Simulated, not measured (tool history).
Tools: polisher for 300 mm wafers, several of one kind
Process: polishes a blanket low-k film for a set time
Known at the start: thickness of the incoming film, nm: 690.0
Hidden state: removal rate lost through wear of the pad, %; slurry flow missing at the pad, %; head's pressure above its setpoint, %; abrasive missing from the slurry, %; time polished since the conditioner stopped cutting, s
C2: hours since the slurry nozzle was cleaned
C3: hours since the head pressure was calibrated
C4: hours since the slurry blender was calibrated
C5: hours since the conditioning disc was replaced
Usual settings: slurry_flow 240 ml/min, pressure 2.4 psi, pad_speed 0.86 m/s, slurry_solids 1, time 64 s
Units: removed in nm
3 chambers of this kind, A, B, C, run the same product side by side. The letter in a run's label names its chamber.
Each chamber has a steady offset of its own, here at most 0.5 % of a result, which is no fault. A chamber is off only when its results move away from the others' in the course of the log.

Run 1B, hour 4.1: usual settings; wafers polished on this pad 495; C2 352.1; C3 169.6; C4 456.5; C5 191.2. Result: removed 32.213 nm.
At hour 11.3: chamber B: worn pad replaced by a new one.
Run 2A, hour 11.3: usual settings; wafers polished on this pad 598; C2 331.3; C3 14.1; C4 130.8; C5 497.7. Result: removed 32.027 nm.
Run 3C, hour 18.5: usual settings; wafers polished on this pad 436; C2 444.1; C3 218.8; C4 237.5; C5 131.7. Result: removed 32.475 nm.
Run 4C, hour 23.3: usual settings; wafers polished on this pad 483; C2 448.9; C3 223.6; C4 242.3; C5 136.5. Result: removed 32.477 nm.
Run 5A, hour 30.2: usual settings; wafers polished on this pad 782; C2 350.2; C3 33; C4 149.7; C5 516.6. Result: removed 32.241 nm.
At hour 31: chamber B: slurry blender recalibrated.
At hour 32.2: chamber A: worn pad replaced by a new one.
Run 6B, hour 35.6: usual settings but slurry_flow 180 ml/min; wafers polished on this pad 237; C2 383.6; C3 201.1; C4 4.7; C5 222.7. Result: removed 31.249 nm.
Run 7A, hour 44: usual settings but slurry_flow 180 ml/min; wafers polished on this pad 115; C2 364; C3 46.8; C4 163.5; C5 530.4. Result: removed 31.32 nm.
Run 8B, hour 48.4: usual settings but slurry_flow 180 ml/min; wafers polished on this pad 362; C2 396.4; C3 213.9; C4 17.5; C5 235.5. Result: removed 30.9 nm.
Run 9C, hour 56.3: usual settings; wafers polished on this pad 805; C2 481.9; C3 256.6; C4 275.3; C5 169.5. Result: removed 32.747 nm.
Run 10B, hour 61: usual settings; wafers polished on this pad 485; C2 409; C3 226.5; C4 30.1; C5 248.1. Result: removed 32.74 nm.
At hour 67.2: chamber B: slurry nozzle cleaned.
Run 11C, hour 67.8: usual settings; wafers polished on this pad 917; C2 493.4; C3 268.1; C4 286.8; C5 181. Result: removed 31.615 nm.
At hour 68.7: chamber B: worn pad replaced by a new one.
Run 12A, hour 74.5: usual settings; wafers polished on this pad 412; C2 394.5; C3 77.3; C4 194; C5 560.9. Result: removed 32.197 nm.
At hour 75.4: chamber C: slurry blender recalibrated.
Run 13A, hour 81: usual settings; wafers polished on this pad 476; C2 401; C3 83.8; C4 200.5; C5 567.4. Result: removed 32.151 nm.
At hour 81.3: chamber A: conditioning disc replaced and pad reconditioned.
Run 14B, hour 89.5: usual settings; wafers polished on this pad 203; C2 22.3; C3 255; C4 58.6; C5 276.6. Result: removed 32.837 nm.
Run 15C, hour 96.5: usual settings; wafers polished on this pad 1197; C2 522.1; C3 296.8; C4 21.2; C5 209.7. Result: removed 32.154 nm.
At hour 102.1: chamber A: worn pad replaced by a new one.
Run 16B, hour 103.4: usual settings; wafers polished on this pad 338; C2 36.2; C3 268.9; C4 72.5; C5 290.5. Result: removed 33.168 nm.
Run 17A, hour 107.6: usual settings; wafers polished on this pad 53; C2 427.6; C3 110.4; C4 227.1; C5 26.4. Result: removed 32.154 nm.
At hour 108.9: chamber C: worn pad replaced by a new one.
Run 18C, hour 113.2: usual settings; wafers polished on this pad 42; C2 538.8; C3 313.5; C4 37.9; C5 226.4. Result: removed 31.945 nm.
Run 19A, hour 119.4: usual settings; wafers polished on this pad 169; C2 439.4; C3 122.2; C4 238.9; C5 38.2. Result: removed 32.28 nm.
Run 20B, hour 126.9: usual settings; wafers polished on this pad 567; C2 59.7; C3 292.4; C4 96; C5 314. Result: removed 34.556 nm.
Run 21C, hour 132.9: usual settings; wafers polished on this pad 234; C2 558.5; C3 333.2; C4 57.6; C5 246.1. Result: removed 32.033 nm.
At hour 136.4: chamber B: worn pad replaced by a new one.
Run 22C, hour 137.8: usual settings; wafers polished on this pad 282; C2 563.4; C3 338.1; C4 62.5; C5 251. Result: removed 32.126 nm.
Run 23A, hour 144.4: usual settings; wafers polished on this pad 412; C2 464.4; C3 147.2; C4 263.9; C5 63.2. Result: removed 32.212 nm.
Run 24B, hour 153.5: usual settings; wafers polished on this pad 167; C2 86.3; C3 319; C4 122.6; C5 340.6. Result: removed 34.608 nm.
Run 25C, hour 162.1: usual settings; wafers polished on this pad 519; C2 587.7; C3 362.4; C4 86.8; C5 275.3. Result: removed 32.35 nm.

What goes on in this fleet: one chamber off, a drifting gauge, or nothing beyond the chambers' own small offsets? Name the chamber and the cause, if any.

Chamber B drifts away from the others.
Cause: head's pressure above its setpoint, % = 8.43.

Here are 4 candidates for chamber B's next run, each the usual settings with a change, their results left as question marks. Which one brings its results back in line with what the others give on the usual settings?
In line means no further than this from the other chambers' mean on the usual settings: removed 0.79 nm
Run 26B-1, hour 168.8: usual settings but time 66 s. Result: removed ?.
Run 26B-2, hour 168.8: usual settings but pressure 2.5 psi, pad_speed 0.9 m/s. Result: removed ?.
Run 26B-3, hour 168.8: usual settings but pressure 2.3 psi, pad_speed 0.84 m/s, time 62 s. Result: removed ?.
Run 26B-4, hour 168.8: usual settings but pad_speed 0.84 m/s, time 63 s. Result: removed ?.

The other chambers' mean on the usual settings: removed 32.114 nm
  run  removed
26B-1   36.087
26B-2   37.763
26B-3    31.91
26B-4   33.813
26B-3 brings the chamber back in line.
